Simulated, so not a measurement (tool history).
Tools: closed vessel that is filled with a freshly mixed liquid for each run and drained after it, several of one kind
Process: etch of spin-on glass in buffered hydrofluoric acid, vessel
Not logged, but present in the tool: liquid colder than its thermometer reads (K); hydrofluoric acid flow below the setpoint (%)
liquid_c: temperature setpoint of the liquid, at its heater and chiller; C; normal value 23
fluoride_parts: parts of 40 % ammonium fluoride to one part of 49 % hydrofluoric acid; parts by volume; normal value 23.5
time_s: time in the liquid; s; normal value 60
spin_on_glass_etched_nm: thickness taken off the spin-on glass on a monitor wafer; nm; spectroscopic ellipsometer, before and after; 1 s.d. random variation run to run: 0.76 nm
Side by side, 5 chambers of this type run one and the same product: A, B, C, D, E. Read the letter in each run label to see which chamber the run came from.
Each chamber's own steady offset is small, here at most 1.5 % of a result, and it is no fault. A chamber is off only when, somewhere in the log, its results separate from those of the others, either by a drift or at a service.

| run | hour | liquid_c | fluoride_parts | time_s | hours since the thermometer was replaced | hours since the hydrofluoric acid flow meter was replaced | read-back film thickness of the spin-on glass reference wafer, read on the same gauge (nm) | spin_on_glass_etched_nm |
|---|---|---|---|---|---|---|---|---|
| 1D | 5.3 | 23 | 23.5 | 60 | 2625.1 | 362.8 | 119.97 | 102.73 |
|  | 13.6 | chamber D: thermometer replaced |
| 2B | 16 | 23 | 23.5 | 60 | 1241.9 | 503.2 | 120 | 101.35 |
| 3C | 21.4 | 23 | 23.5 | 60 | 967.1 | 2223.4 | 120.01 | 102.14 |
|  | 28.6 | chamber A: thermometer replaced |
| 4E | 29.8 | 23 | 23.5 | 60 | 167.2 | 1500.1 | 120.01 | 100.46 |
| 5A | 37.5 | 23 | 18.5 | 85 | 9 | 210.6 | 120.02 | 174.16 |
| 6C | 43.2 | 23 | 18.5 | 85 | 988.9 | 2245.2 | 119.98 | 175.25 |
| 7E | 49.7 | 23 | 18.5 | 85 | 187.1 | 1520 | 119.98 | 174.65 |
| 8D | 60.2 | 23 | 18.5 | 85 | 46.7 | 417.7 | 120.01 | 176.92 |
| 9A | 71.1 | 23 | 18.5 | 85 | 42.6 | 244.2 | 119.98 | 176.66 |
| 10B | 77.2 | 23 | 23.5 | 80 | 1303.1 | 564.4 | 120.02 | 133.88 |
| 11E | 84.7 | 23 | 23.5 | 80 | 222.1 | 1555 | 120 | 133.71 |
| 12A | 94.2 | 23 | 23.5 | 80 | 65.7 | 267.3 | 120.01 | 136.07 |
| 13C | 104 | 23 | 23.5 | 80 | 1049.7 | 2306 | 119.98 | 134.9 |
| 14D | 109.1 | 23 | 23.5 | 80 | 95.6 | 466.6 | 120 | 137.65 |
| 15B | 118.4 | 23 | 23.5 | 60 | 1344.3 | 605.6 | 119.98 | 101.78 |
| 16B | 125 | 23 | 23.5 | 60 | 1350.9 | 612.2 | 119.99 | 101.72 |
|  | 128.7 | chamber B: hydrofluoric acid flow meter replaced |
| 17D | 131.5 | 27 | 29 | 60 | 118 | 489 | 119.99 | 109.78 |
|  | 133.3 | chamber B: thermometer replaced |
|  | 133.6 | chamber C: hydrofluoric acid flow meter replaced |
| 18A | 138.1 | 27 | 29 | 60 | 109.6 | 311.2 | 119.97 | 110.71 |
| 19C | 148.6 | 27 | 29 | 60 | 1094.3 | 15.1 | 120.03 | 108.77 |
| 20E | 155.8 | 27 | 29 | 60 | 293.2 | 1626.1 | 120.02 | 108.81 |
| 21A | 166.7 | 27 | 29 | 60 | 138.2 | 339.8 | 119.98 | 109.7 |
| 22B | 177.5 | 23 | 23.5 | 60 | 44.3 | 48.9 | 120 | 100.51 |
| 23D | 187.3 | 23 | 23.5 | 60 | 173.8 | 544.8 | 120.02 | 102.46 |
| 24E | 194.8 | 23 | 23.5 | 60 | 332.2 | 1665.1 | 120.03 | 100.28 |
| 25C | 201.7 | 23 | 23.5 | 60 | 1147.4 | 68.2 | 119.99 | 103.48 |
| 26C | 208.2 | 23 | 23.5 | 60 | 1153.9 | 74.7 | 120.01 | 101.6 |
| 27B | 217.8 | 23 | 23.5 | 60 | 84.6 | 89.2 | 120.01 | 101.3 |
|  | 224.4 | chamber D: hydrofluoric acid flow meter replaced |
| 28E | 225.3 | 23 | 23.5 | 60 | 362.7 | 1695.6 | 120.02 | 101.38 |
| 29D | 233.7 | 23 | 23.5 | 60 | 220.2 | 9.4 | 119.97 | 102.84 |
| 30A | 240.7 | 23 | 23.5 | 60 | 212.2 | 413.8 | 120 | 101.31 |

Is one chamber off against the others, does the gauge drift, or is nothing wrong? If a chamber is off, say which, and what the likeliest cause is.

Beyond each chamber's small constant offset nothing stands out, and the gauge stays steady.

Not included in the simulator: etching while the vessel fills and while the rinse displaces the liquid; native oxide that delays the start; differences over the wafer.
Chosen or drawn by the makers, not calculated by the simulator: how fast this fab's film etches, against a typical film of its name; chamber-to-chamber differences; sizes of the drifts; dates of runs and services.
